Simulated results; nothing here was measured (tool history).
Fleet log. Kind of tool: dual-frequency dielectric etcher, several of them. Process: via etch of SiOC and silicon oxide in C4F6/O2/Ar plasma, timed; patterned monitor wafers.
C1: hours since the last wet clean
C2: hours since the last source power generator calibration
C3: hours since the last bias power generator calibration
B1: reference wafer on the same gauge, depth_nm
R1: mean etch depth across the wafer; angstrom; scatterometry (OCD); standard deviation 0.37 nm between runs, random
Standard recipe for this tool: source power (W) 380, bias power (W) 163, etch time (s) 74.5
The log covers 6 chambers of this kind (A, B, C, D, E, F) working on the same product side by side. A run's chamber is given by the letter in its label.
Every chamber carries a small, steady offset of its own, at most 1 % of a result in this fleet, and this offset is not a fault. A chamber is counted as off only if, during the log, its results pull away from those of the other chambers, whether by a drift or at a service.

run 1D hour=6.7 | source_power_(W)=380 bias_power_(W)=163 etch_time_(s)=74.5 | C1=320.9 C2=2656.6 C3=583.9 | B1=70.006 | R1=798.25
run 2C hour=15.5 | source_power_(W)=380 bias_power_(W)=163 etch_time_(s)=74.5 | C1=52.3 C2=2160.6 C3=2746.1 | B1=69.983 | R1=794
run 3E hour=21.2 | source_power_(W)=380 bias_power_(W)=163 etch_time_(s)=74.5 | C1=579.9 C2=1245.5 C3=2635.8 | B1=69.977 | R1=790.64
-- hour=24.1 chamber E: wet clean of the chamber
run 4A hour=28.7 | source_power_(W)=380 bias_power_(W)=163 etch_time_(s)=74.5 | C1=128.1 C2=205.3 C3=96.4 | B1=70.073 | R1=805.64
run 5F hour=37.8 | source_power_(W)=380 bias_power_(W)=163 etch_time_(s)=74.5 | C1=294.1 C2=559.7 C3=1475.1 | B1=69.945 | R1=802.01
run 6B hour=46 | source_power_(W)=380 bias_power_(W)=163 etch_time_(s)=74.5 | C1=83.4 C2=894.2 C3=1755.9 | B1=69.993 | R1=807.24
run 7A hour=57.1 | source_power_(W)=380 bias_power_(W)=163 etch_time_(s)=74.5 | C1=156.5 C2=233.7 C3=124.8 | B1=70.056 | R1=800.96
run 8D hour=65.9 | source_power_(W)=380 bias_power_(W)=163 etch_time_(s)=74.5 | C1=380.1 C2=2715.8 C3=643.1 | B1=70 | R1=794.7
run 9F hour=77.2 | source_power_(W)=380 bias_power_(W)=163 etch_time_(s)=74.5 | C1=333.5 C2=599.1 C3=1514.5 | B1=69.965 | R1=799.54
run 10C hour=82.2 | source_power_(W)=380 bias_power_(W)=163 etch_time_(s)=74.5 | C1=119 C2=2227.3 C3=2812.8 | B1=70.079 | R1=798.14
run 11B hour=90.1 | source_power_(W)=380 bias_power_(W)=163 etch_time_(s)=74.5 | C1=127.5 C2=938.3 C3=1800 | B1=69.964 | R1=804.12
run 12E hour=99.7 | source_power_(W)=380 bias_power_(W)=163 etch_time_(s)=74.5 | C1=75.7 C2=1324 C3=2714.3 | B1=69.981 | R1=799.43
run 13D hour=104.8 | source_power_(W)=380 bias_power_(W)=163 etch_time_(s)=74.5 | C1=419 C2=2754.7 C3=682 | B1=69.911 | R1=802.95
run 14F hour=114.1 | source_power_(W)=380 bias_power_(W)=163 etch_time_(s)=74.5 | C1=370.4 C2=636 C3=1551.4 | B1=69.996 | R1=798.47
-- hour=119.5 chamber D: wet clean of the chamber
run 15C hour=122.2 | source_power_(W)=380 bias_power_(W)=163 etch_time_(s)=74.5 | C1=159 C2=2267.3 C3=2852.8 | B1=70.011 | R1=798.96
run 16A hour=130.8 | source_power_(W)=380 bias_power_(W)=163 etch_time_(s)=74.5 | C1=230.2 C2=307.4 C3=198.5 | B1=69.938 | R1=802.95
run 17B hour=138.4 | source_power_(W)=380 bias_power_(W)=163 etch_time_(s)=74.5 | C1=175.8 C2=986.6 C3=1848.3 | B1=70.007 | R1=810.47
run 18E hour=146.1 | source_power_(W)=380 bias_power_(W)=163 etch_time_(s)=74.5 | C1=122.1 C2=1370.4 C3=2760.7 | B1=69.984 | R1=794.27
run 19C hour=157.4 | source_power_(W)=380 bias_power_(W)=163 etch_time_(s)=74.5 | C1=194.2 C2=2302.5 C3=2888 | B1=69.906 | R1=795.47
-- hour=158.3 chamber F: wet clean of the chamber
run 20E hour=165.2 | source_power_(W)=380 bias_power_(W)=163 etch_time_(s)=74.5 | C1=141.2 C2=1389.5 C3=2779.8 | B1=70.002 | R1=789.53
run 21F hour=176 | source_power_(W)=380 bias_power_(W)=163 etch_time_(s)=74.5 | C1=17.8 C2=697.9 C3=1613.3 | B1=70.033 | R1=800.07
run 22B hour=183.3 | source_power_(W)=380 bias_power_(W)=163 etch_time_(s)=74.5 | C1=220.7 C2=1031.5 C3=1893.2 | B1=70.015 | R1=799.61
run 23A hour=191.3 | source_power_(W)=380 bias_power_(W)=163 etch_time_(s)=74.5 | C1=290.7 C2=367.9 C3=259 | B1=70.076 | R1=797.24
run 24D hour=196.2 | source_power_(W)=380 bias_power_(W)=163 etch_time_(s)=74.5 | C1=76.7 C2=2846.1 C3=773.4 | B1=70.062 | R1=805.39
run 25B hour=205.4 | source_power_(W)=380 bias_power_(W)=163 etch_time_(s)=74.5 | C1=242.8 C2=1053.6 C3=1915.3 | B1=70.04 | R1=806.27
run 26C hour=213.4 | source_power_(W)=380 bias_power_(W)=163 etch_time_(s)=74.5 | C1=250.2 C2=2358.5 C3=2944 | B1=69.963 | R1=798.08
run 27E hour=223.2 | source_power_(W)=380 bias_power_(W)=163 etch_time_(s)=74.5 | C1=199.2 C2=1447.5 C3=2837.8 | B1=69.971 | R1=791.69
run 28D hour=230.8 | source_power_(W)=380 bias_power_(W)=163 etch_time_(s)=74.5 | C1=111.3 C2=2880.7 C3=808 | B1=69.954 | R1=801.51
run 29A hour=239.5 | source_power_(W)=380 bias_power_(W)=163 etch_time_(s)=74.5 | C1=338.9 C2=416.1 C3=307.2 | B1=69.972 | R1=806.26
run 30F hour=246.5 | source_power_(W)=380 bias_power_(W)=163 etch_time_(s)=62.5 | C1=88.3 C2=768.4 C3=1683.8 | B1=69.936 | R1=672.08
run 31A hour=251.6 | source_power_(W)=380 bias_power_(W)=163 etch_time_(s)=62.5 | C1=351 C2=428.2 C3=319.3 | B1=69.973 | R1=671.89
run 32B hour=260 | source_power_(W)=380 bias_power_(W)=163 etch_time_(s)=62.5 | C1=297.4 C2=1108.2 C3=1969.9 | B1=70.051 | R1=673.48
run 33D hour=270.4 | source_power_(W)=380 bias_power_(W)=163 etch_time_(s)=62.5 | C1=150.9 C2=2920.3 C3=847.6 | B1=69.92 | R1=666.96
run 34F hour=278.1 | source_power_(W)=380 bias_power_(W)=163 etch_time_(s)=62.5 | C1=119.9 C2=800 C3=1715.4 | B1=69.954 | R1=671.53
run 35E hour=288.2 | source_power_(W)=380 bias_power_(W)=163 etch_time_(s)=62.5 | C1=264.2 C2=1512.5 C3=2902.8 | B1=69.985 | R1=661.89
run 36C hour=296.4 | source_power_(W)=380 bias_power_(W)=163 etch_time_(s)=74.5 | C1=333.2 C2=2441.5 C3=3027 | B1=69.95 | R1=790.79
run 37F hour=306.7 | source_power_(W)=380 bias_power_(W)=163 etch_time_(s)=74.5 | C1=148.5 C2=828.6 C3=1744 | B1=70.02 | R1=798.49
run 38D hour=316.5 | source_power_(W)=380 bias_power_(W)=163 etch_time_(s)=74.5 | C1=197 C2=2966.4 C3=893.7 | B1=69.957 | R1=798.93
run 39B hour=322.5 | source_power_(W)=380 bias_power_(W)=163 etch_time_(s)=74.5 | C1=359.9 C2=1170.7 C3=2032.4 | B1=70.016 | R1=800.82
run 40C hour=327.5 | source_power_(W)=380 bias_power_(W)=163 etch_time_(s)=74.5 | C1=364.3 C2=2472.6 C3=3058.1 | B1=69.994 | R1=792.01

Decide between three cases: one chamber stands off from its peers, the gauge reading all wafers drifts, or nothing is wrong past each chamber's small offset. Where a chamber is off, say which and what most likely put it there.

All chambers stay in line apart from their small fixed offsets, and the gauge does not drift.
